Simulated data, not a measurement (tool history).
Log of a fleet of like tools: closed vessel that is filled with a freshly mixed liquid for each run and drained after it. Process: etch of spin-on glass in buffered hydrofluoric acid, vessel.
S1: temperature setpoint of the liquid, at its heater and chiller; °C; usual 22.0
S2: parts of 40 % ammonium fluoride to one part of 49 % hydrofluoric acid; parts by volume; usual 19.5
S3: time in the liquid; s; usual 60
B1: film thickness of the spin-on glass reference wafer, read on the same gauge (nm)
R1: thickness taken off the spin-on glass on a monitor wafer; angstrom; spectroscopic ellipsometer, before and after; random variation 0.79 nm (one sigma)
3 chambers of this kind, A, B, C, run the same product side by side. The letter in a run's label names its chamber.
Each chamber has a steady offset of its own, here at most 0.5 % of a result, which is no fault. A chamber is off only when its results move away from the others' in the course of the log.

Run 1C, day 0.242: usual settings; B1 109.98. Result: R1 830.29 angstrom.
At day 0.275: chamber C: thermometer replaced.
Run 2B, day 0.625: usual settings; B1 110.00. Result: R1 798.42 angstrom.
Run 3A, day 1.117: usual settings; B1 109.98. Result: R1 809.46 angstrom.
Run 4A, day 1.592: usual settings; B1 109.99. Result: R1 813.16 angstrom.
Run 5C, day 1.912: usual settings; B1 110.01. Result: R1 810.90 angstrom.
Run 6B, day 2.362: usual settings; B1 109.99. Result: R1 806.26 angstrom.
Run 7A, day 2.633: usual settings; B1 110.00. Result: R1 814.46 angstrom.
Run 8B, day 2.900: usual settings; B1 110.00. Result: R1 818.38 angstrom.
Run 9C, day 3.392: usual settings; B1 110.00. Result: R1 814.55 angstrom.
Run 10A, day 3.700: usual settings; B1 110.01. Result: R1 809.29 angstrom.
Run 11C, day 4.054: usual settings; B1 110.02. Result: R1 823.37 angstrom.
Run 12B, day 4.512: usual settings; B1 110.02. Result: R1 823.68 angstrom.
Run 13A, day 4.742: usual settings; B1 110.00. Result: R1 820.25 angstrom.
Run 14C, day 4.988: usual settings; B1 109.98. Result: R1 812.86 angstrom.
Run 15B, day 5.350: usual settings; B1 110.01. Result: R1 846.93 angstrom.
Run 16B, day 5.683: usual settings; B1 110.01. Result: R1 842.15 angstrom.
Run 17C, day 6.112: usual settings; B1 109.99. Result: R1 819.89 angstrom.
Run 18A, day 6.338: usual settings; B1 109.98. Result: R1 816.30 angstrom.
Run 19B, day 6.596: usual settings; B1 109.99. Result: R1 861.02 angstrom.
Run 20C, day 6.896: usual settings; B1 110.00. Result: R1 823.89 angstrom.
Run 21A, day 7.179: usual settings but S1 25.5 °C, S3 45 s; B1 109.98. Result: R1 746.89 angstrom.
Run 22B, day 7.492: usual settings but S1 25.5 °C, S3 45 s; B1 110.01. Result: R1 799.45 angstrom.
Run 23C, day 7.950: usual settings but S1 25.5 °C, S3 45 s; B1 110.01. Result: R1 732.79 angstrom.
Run 24A, day 8.329: usual settings; B1 110.00. Result: R1 814.16 angstrom.

What goes on in this fleet: one chamber off, a drifting gauge, or nothing beyond the chambers' own small offsets? Name the chamber and the cause, if any.

Chamber B drifts away from the others.
Cause: liquid hotter than its thermometer reads (K) = 1.83.
The log may not tell that from: hydrofluoric acid flow above the setpoint (%).

Here are 4 candidates for chamber B's next run, each the usual settings with a change, their results left as question marks. Which one brings its results back in line with what the others give on the usual settings?
In line means no further than this from the other chambers' mean on the usual settings: R1 28.00 angstrom
Run 25B-1, day 8.683: usual settings but S1 23.0 °C, S3 70 s. Result: R1 ?.
Run 25B-2, day 8.683: usual settings but S3 55 s. Result: R1 ?.
Run 25B-3, day 8.683: usual settings but S1 22.5 °C, S2 18.0 parts by volume. Result: R1 ?.
Run 25B-4, day 8.683: usual settings but S1 20.5 °C, S2 22.5 parts by volume. Result: R1 ?.

The other chambers' mean on the usual settings: R1 814.33 angstrom
  run       R1
25B-1  1108.20
25B-2   824.00
25B-3  1001.50
25B-4   742.89
25B-2 brings the chamber back in line.
